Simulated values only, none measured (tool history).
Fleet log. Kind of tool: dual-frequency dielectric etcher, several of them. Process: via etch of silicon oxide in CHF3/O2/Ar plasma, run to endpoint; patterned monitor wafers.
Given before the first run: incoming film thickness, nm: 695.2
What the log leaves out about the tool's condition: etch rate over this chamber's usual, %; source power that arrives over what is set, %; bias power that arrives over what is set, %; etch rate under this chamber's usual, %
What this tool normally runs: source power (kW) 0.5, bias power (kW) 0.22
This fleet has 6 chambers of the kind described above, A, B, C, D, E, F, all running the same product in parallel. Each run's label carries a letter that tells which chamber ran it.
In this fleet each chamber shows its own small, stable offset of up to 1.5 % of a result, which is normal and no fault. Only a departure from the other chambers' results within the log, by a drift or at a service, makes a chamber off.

run	hour	source power (kW)	bias power (kW)	hours since the last wet clean	hours since the last source power generator calibration	hours since the last bias power generator calibration	endpoint time (s)
1C	11.5	0.5	0.22	417.9	3064.3	1954.6	352.15
2A	22.9	0.5	0.22	79.2	459.3	471.8	357.27
3D	33.7	0.5	0.22	359.6	632.6	741.8	350.78
4E	43.4	0.5	0.22	330.2	366.1	1239.7	351.63
5B	54.4	0.5	0.22	267.8	664.7	3858.6	349.79
6F	65.4	0.58	0.22	276.8	1482.9	3316.6	334.48
# hour 69.3: chamber D: wet clean of the chamber
7E	71	0.58	0.22	357.8	393.7	1267.3	333.2
8F	81	0.58	0.22	292.4	1498.5	3332.2	335.51
9D	87.3	0.58	0.22	18	686.2	795.4	331.21
# hour 95.1: chamber C: wet clean of the chamber
10C	95.5	0.58	0.22	0.5	3148.3	2038.6	334.97
11B	103.2	0.58	0.22	316.6	713.5	3907.4	331.94
12A	114.5	0.5	0.22	170.8	550.9	563.4	356.74
13D	120.4	0.5	0.22	51.1	719.3	828.5	351.69
14C	131.7	0.5	0.22	36.7	3184.5	2074.8	354
15E	140.8	0.5	0.22	427.6	463.5	1337.1	351.69
16B	148.6	0.5	0.22	362	758.9	3952.8	352.94
17A	160.6	0.41	0.188	216.9	597	609.5	403.59
18F	172.6	0.41	0.188	384	1590.1	3423.8	403.62
19E	180.3	0.41	0.188	467.1	503	1376.6	399.61
# hour 185.1: chamber F: wet clean of the chamber
20B	186.7	0.41	0.188	400.1	797	3990.9	404.37
21A	197.9	0.41	0.188	254.2	634.3	646.8	406.27
22D	206.8	0.41	0.188	137.5	805.7	914.9	401.1
23F	218	0.5	0.22	32.9	1635.5	3469.2	352.83
# hour 224.2: chamber E: wet clean of the chamber
24C	228.1	0.5	0.22	133.1	3280.9	2171.2	353.22
25A	239.2	0.5	0.22	295.5	675.6	688.1	357.58
26E	249.4	0.5	0.22	25.3	572.1	1445.7	351.95
27F	259.7	0.5	0.22	74.6	1677.2	3510.9	354.47
28D	268.4	0.5	0.268	199.1	867.3	976.5	327.44
29B	279.6	0.5	0.268	493	889.9	4083.8	331.82
30C	291	0.5	0.268	196	3343.8	2234.1	329.51
31A	301	0.5	0.268	357.3	737.4	749.9	332.83
32B	309.9	0.5	0.268	523.3	920.2	4114.1	333.28
33C	318.5	0.5	0.268	223.5	3371.3	2261.6	326.51
34E	324.3	0.5	0.22	100.2	647	1520.6	351.43
35F	334.1	0.5	0.22	149	1751.6	3585.3	352.15
36D	345.7	0.5	0.22	276.4	944.6	1053.8	352.1
37B	354.2	0.5	0.22	567.6	964.5	4158.4	358.46
38C	364.7	0.5	0.22	269.7	3417.5	2307.8	353.02

All 6 chambers run these settings next. Forecast each chamber's results:
39A	373.5	0.5	0.191				?
39B	373.5	0.5	0.191				?
39C	373.5	0.5	0.191				?
39D	373.5	0.5	0.191				?
39E	373.5	0.5	0.191				?
39F	373.5	0.5	0.191				?

run	endpoint time (s)
39A	373.34
39B	380.62
39C	371.32
39D	367.54
39E	369.84
39F	372.37
